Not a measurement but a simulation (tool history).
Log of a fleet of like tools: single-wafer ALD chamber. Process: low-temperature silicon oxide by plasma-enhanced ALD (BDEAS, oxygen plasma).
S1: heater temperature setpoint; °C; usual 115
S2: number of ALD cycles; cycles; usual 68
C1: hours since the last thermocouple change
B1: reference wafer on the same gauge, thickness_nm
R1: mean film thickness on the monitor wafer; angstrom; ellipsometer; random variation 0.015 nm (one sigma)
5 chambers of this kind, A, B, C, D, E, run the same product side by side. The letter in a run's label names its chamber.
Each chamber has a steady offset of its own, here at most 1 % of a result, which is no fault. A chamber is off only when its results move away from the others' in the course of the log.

run,hour,S1,S2,C1,B1,R1
1A,4.9,115,68,1264.5,8.9499,94.317
2C,10.7,115,68,127.7,8.9441,94.343
3B,14.9,115,68,2092.1,8.9456,94.599
4D,17.7,115,68,762.6,8.9452,94.805
5E,20.5,129,56,1280.6,8.9437,75.368
6D,23.7,129,56,768.6,8.9464,76.04
7E,27.4,129,56,1287.5,8.9415,75.402
8A,31.8,129,56,1291.4,8.9413,75.528
9C,36.4,129,56,153.4,8.9409,75.453
10B,41.5,115,68,2118.7,8.936,94.271
11C,47.1,115,68,164.1,8.9362,93.902
12D,51.4,115,63,796.3,8.9335,87.632
13E,55.6,115,63,1315.7,8.9338,87.145
14B,61,115,63,2138.2,8.9371,87.188
15A,64.3,115,63,1323.9,8.9335,87.229
16A,70,115,63,1329.6,8.9296,87.197
17B,75.6,115,68,2152.8,8.9276,93.994
18E,80.8,115,68,1340.9,8.9281,93.895
19C,84.4,115,68,201.4,8.9245,94.144
20D,89.6,115,68,834.5,8.9259,94.6
21A,93.7,115,68,1353.3,8.9258,94.199
22E,100.2,115,68,1360.3,8.9194,93.518
23C,103.8,115,63,220.8,8.921,87.219
24D,109.7,115,63,854.6,8.9182,87.649
25B,112.6,115,63,2189.8,8.9135,86.91
26E,118.8,115,63,1378.9,8.9172,86.691
27A,124.2,115,63,1383.8,8.9141,87.267
28B,128.1,115,68,2205.3,8.9134,94.399
29C,132.5,115,68,249.5,8.9103,93.69
30D,138.3,115,68,883.2,8.9084,94.297
31A,143.9,115,68,1403.5,8.9079,93.843
32C,147.5,115,68,264.5,8.9062,93.576
33B,152.3,115,68,2229.5,8.908,93.749
34E,155.4,115,68,1415.5,8.9073,93.527
35D,159.8,115,68,904.7,8.9031,94.2
36C,165.2,106,68,282.2,8.9016,95.211
37E,170.9,106,68,1431,8.9011,95.063
38A,174.5,106,68,1434.1,8.9013,95.531
39D,178.2,106,68,923.1,8.9,95.822
40B,182.1,106,68,2259.3,8.8976,95.237
41D,186,115,68,930.9,8.9002,94.288
42E,190.1,115,68,1450.2,8.8986,93.324
43B,194,115,68,2271.2,8.8945,93.669
44A,197.4,120,68,1457,8.8918,92.859

Next, every chamber runs the same settings. What will each give?
45A,202.1,107,68,,,?
45B,202.1,107,68,,,?
45C,202.1,107,68,,,?
45D,202.1,107,68,,,?
45E,202.1,107,68,,,?

run,R1
45A,95.402
45B,95.377
45C,94.884
45D,95.657
45E,94.956
